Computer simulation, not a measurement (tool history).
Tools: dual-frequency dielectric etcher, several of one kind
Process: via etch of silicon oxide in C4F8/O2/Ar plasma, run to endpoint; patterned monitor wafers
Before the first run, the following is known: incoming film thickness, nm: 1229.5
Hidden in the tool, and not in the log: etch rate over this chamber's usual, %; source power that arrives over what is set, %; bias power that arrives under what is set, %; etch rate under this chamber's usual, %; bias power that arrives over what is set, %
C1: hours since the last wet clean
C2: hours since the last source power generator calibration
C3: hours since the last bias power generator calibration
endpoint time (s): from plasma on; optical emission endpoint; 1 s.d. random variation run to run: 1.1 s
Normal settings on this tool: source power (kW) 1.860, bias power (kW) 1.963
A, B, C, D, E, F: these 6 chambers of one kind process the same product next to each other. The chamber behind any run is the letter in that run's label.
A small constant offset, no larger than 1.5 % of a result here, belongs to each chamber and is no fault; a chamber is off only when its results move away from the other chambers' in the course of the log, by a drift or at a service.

run 1D hour=2.6 | source_power_(kW)=1.860 bias_power_(kW)=1.963 | C1=39.6 C2=909.0 C3=968.4 | endpoint_time_(s)=251.04
run 2C hour=6.2 | source_power_(kW)=1.860 bias_power_(kW)=1.963 | C1=150.7 C2=1782.9 C3=4127.0 | endpoint_time_(s)=251.10
run 3F hour=8.2 | source_power_(kW)=1.860 bias_power_(kW)=1.963 | C1=152.9 C2=468.0 C3=2243.2 | endpoint_time_(s)=253.76
run 4B hour=12.0 | source_power_(kW)=1.860 bias_power_(kW)=1.963 | C1=179.6 C2=431.1 C3=1514.2 | endpoint_time_(s)=249.90
run 5A hour=15.7 | source_power_(kW)=1.860 bias_power_(kW)=1.963 | C1=537.6 C2=430.5 C3=3036.4 | endpoint_time_(s)=249.08
run 6E hour=17.9 | source_power_(kW)=1.860 bias_power_(kW)=1.963 | C1=74.8 C2=234.0 C3=3111.2 | endpoint_time_(s)=252.69
run 7D hour=19.8 | source_power_(kW)=1.860 bias_power_(kW)=1.963 | C1=56.8 C2=926.2 C3=985.6 | endpoint_time_(s)=250.48
run 8B hour=21.7 | source_power_(kW)=1.860 bias_power_(kW)=1.963 | C1=189.3 C2=440.8 C3=1523.9 | endpoint_time_(s)=249.88
run 9A hour=25.4 | source_power_(kW)=1.860 bias_power_(kW)=1.963 | C1=547.3 C2=440.2 C3=3046.1 | endpoint_time_(s)=247.76
run 10E hour=29.4 | source_power_(kW)=1.860 bias_power_(kW)=1.963 | C1=86.3 C2=245.5 C3=3122.7 | endpoint_time_(s)=254.26
run 11F hour=33.5 | source_power_(kW)=1.860 bias_power_(kW)=1.963 | C1=178.2 C2=493.3 C3=2268.5 | endpoint_time_(s)=254.23
-- hour=34.5 chamber A: wet clean of the chamber
run 12C hour=35.4 | source_power_(kW)=1.860 bias_power_(kW)=1.963 | C1=179.9 C2=1812.1 C3=4156.2 | endpoint_time_(s)=249.97
run 13F hour=39.3 | source_power_(kW)=1.860 bias_power_(kW)=2.312 | C1=184.0 C2=499.1 C3=2274.3 | endpoint_time_(s)=241.99
run 14E hour=41.9 | source_power_(kW)=1.860 bias_power_(kW)=2.312 | C1=98.8 C2=258.0 C3=3135.2 | endpoint_time_(s)=239.47
run 15A hour=44.9 | source_power_(kW)=1.860 bias_power_(kW)=2.312 | C1=10.5 C2=459.7 C3=3065.6 | endpoint_time_(s)=236.70
run 16B hour=49.2 | source_power_(kW)=1.860 bias_power_(kW)=2.312 | C1=216.8 C2=468.3 C3=1551.4 | endpoint_time_(s)=239.22
run 17C hour=52.6 | source_power_(kW)=1.860 bias_power_(kW)=2.312 | C1=197.1 C2=1829.3 C3=4173.4 | endpoint_time_(s)=237.84
run 18D hour=56.8 | source_power_(kW)=1.860 bias_power_(kW)=2.312 | C1=93.8 C2=963.2 C3=1022.6 | endpoint_time_(s)=238.71
run 19E hour=59.8 | source_power_(kW)=1.860 bias_power_(kW)=1.963 | C1=116.7 C2=275.9 C3=3153.1 | endpoint_time_(s)=253.54
run 20A hour=63.3 | source_power_(kW)=1.860 bias_power_(kW)=1.569 | C1=28.9 C2=478.1 C3=3084.0 | endpoint_time_(s)=264.11
run 21F hour=65.4 | source_power_(kW)=1.860 bias_power_(kW)=1.569 | C1=210.1 C2=525.2 C3=2300.4 | endpoint_time_(s)=269.91
run 22D hour=67.9 | source_power_(kW)=1.860 bias_power_(kW)=1.569 | C1=104.9 C2=974.3 C3=1033.7 | endpoint_time_(s)=266.75
run 23B hour=69.9 | source_power_(kW)=1.860 bias_power_(kW)=1.569 | C1=237.5 C2=489.0 C3=1572.1 | endpoint_time_(s)=269.16
run 24C hour=74.0 | source_power_(kW)=1.860 bias_power_(kW)=1.569 | C1=218.5 C2=1850.7 C3=4194.8 | endpoint_time_(s)=265.08
run 25F hour=77.4 | source_power_(kW)=1.860 bias_power_(kW)=1.569 | C1=222.1 C2=537.2 C3=2312.4 | endpoint_time_(s)=269.57
run 26A hour=80.3 | source_power_(kW)=1.860 bias_power_(kW)=1.963 | C1=45.9 C2=495.1 C3=3101.0 | endpoint_time_(s)=247.14
run 27E hour=84.1 | source_power_(kW)=2.130 bias_power_(kW)=1.963 | C1=141.0 C2=300.2 C3=3177.4 | endpoint_time_(s)=238.75
run 28D hour=88.1 | source_power_(kW)=2.130 bias_power_(kW)=1.963 | C1=125.1 C2=994.5 C3=1053.9 | endpoint_time_(s)=236.95
run 29B hour=90.1 | source_power_(kW)=2.130 bias_power_(kW)=1.963 | C1=257.7 C2=509.2 C3=1592.3 | endpoint_time_(s)=241.08
run 30C hour=92.2 | source_power_(kW)=2.130 bias_power_(kW)=1.963 | C1=236.7 C2=1868.9 C3=4213.0 | endpoint_time_(s)=236.35
run 31A hour=94.8 | source_power_(kW)=2.130 bias_power_(kW)=1.963 | C1=60.4 C2=509.6 C3=3115.5 | endpoint_time_(s)=236.50
run 32D hour=98.5 | source_power_(kW)=2.130 bias_power_(kW)=1.963 | C1=135.5 C2=1004.9 C3=1064.3 | endpoint_time_(s)=237.28
run 33F hour=102.5 | source_power_(kW)=1.860 bias_power_(kW)=1.963 | C1=247.2 C2=562.3 C3=2337.5 | endpoint_time_(s)=254.28
run 34B hour=105.9 | source_power_(kW)=1.860 bias_power_(kW)=1.963 | C1=273.5 C2=525.0 C3=1608.1 | endpoint_time_(s)=255.80
run 35C hour=109.7 | source_power_(kW)=1.860 bias_power_(kW)=1.963 | C1=254.2 C2=1886.4 C3=4230.5 | endpoint_time_(s)=249.05
run 36E hour=113.8 | source_power_(kW)=1.860 bias_power_(kW)=1.963 | C1=170.7 C2=329.9 C3=3207.1 | endpoint_time_(s)=252.47
run 37D hour=117.2 | source_power_(kW)=2.230 bias_power_(kW)=2.169 | C1=154.2 C2=1023.6 C3=1083.0 | endpoint_time_(s)=226.63
run 38F hour=121.4 | source_power_(kW)=2.230 bias_power_(kW)=2.169 | C1=266.1 C2=581.2 C3=2356.4 | endpoint_time_(s)=230.88
run 39A hour=124.9 | source_power_(kW)=2.230 bias_power_(kW)=2.169 | C1=90.5 C2=539.7 C3=3145.6 | endpoint_time_(s)=223.72
run 40B hour=128.1 | source_power_(kW)=2.230 bias_power_(kW)=2.169 | C1=295.7 C2=547.2 C3=1630.3 | endpoint_time_(s)=234.58
run 41C hour=130.9 | source_power_(kW)=2.230 bias_power_(kW)=2.169 | C1=275.4 C2=1907.6 C3=4251.7 | endpoint_time_(s)=227.01
run 42E hour=133.8 | source_power_(kW)=2.230 bias_power_(kW)=2.169 | C1=190.7 C2=349.9 C3=3227.1 | endpoint_time_(s)=228.70
run 43A hour=137.2 | source_power_(kW)=1.860 bias_power_(kW)=1.963 | C1=102.8 C2=552.0 C3=3157.9 | endpoint_time_(s)=246.45
run 44F hour=141.4 | source_power_(kW)=1.860 bias_power_(kW)=1.963 | C1=286.1 C2=601.2 C3=2376.4 | endpoint_time_(s)=252.64

All 6 chambers run these settings next. Forecast each chamber's results:
run 45A hour=144.5 | source_power_(kW)=2.180 bias_power_(kW)=1.963 | endpoint_time_(s)=?
run 45B hour=144.5 | source_power_(kW)=2.180 bias_power_(kW)=1.963 | endpoint_time_(s)=?
run 45C hour=144.5 | source_power_(kW)=2.180 bias_power_(kW)=1.963 | endpoint_time_(s)=?
run 45D hour=144.5 | source_power_(kW)=2.180 bias_power_(kW)=1.963 | endpoint_time_(s)=?
run 45E hour=144.5 | source_power_(kW)=2.180 bias_power_(kW)=1.963 | endpoint_time_(s)=?
run 45F hour=144.5 | source_power_(kW)=2.180 bias_power_(kW)=1.963 | endpoint_time_(s)=?

run=45A endpoint_time_(s)=229.97
run=45B endpoint_time_(s)=246.87
run=45C endpoint_time_(s)=233.87
run=45D endpoint_time_(s)=233.27
run=45E endpoint_time_(s)=235.26
run=45F endpoint_time_(s)=238.91

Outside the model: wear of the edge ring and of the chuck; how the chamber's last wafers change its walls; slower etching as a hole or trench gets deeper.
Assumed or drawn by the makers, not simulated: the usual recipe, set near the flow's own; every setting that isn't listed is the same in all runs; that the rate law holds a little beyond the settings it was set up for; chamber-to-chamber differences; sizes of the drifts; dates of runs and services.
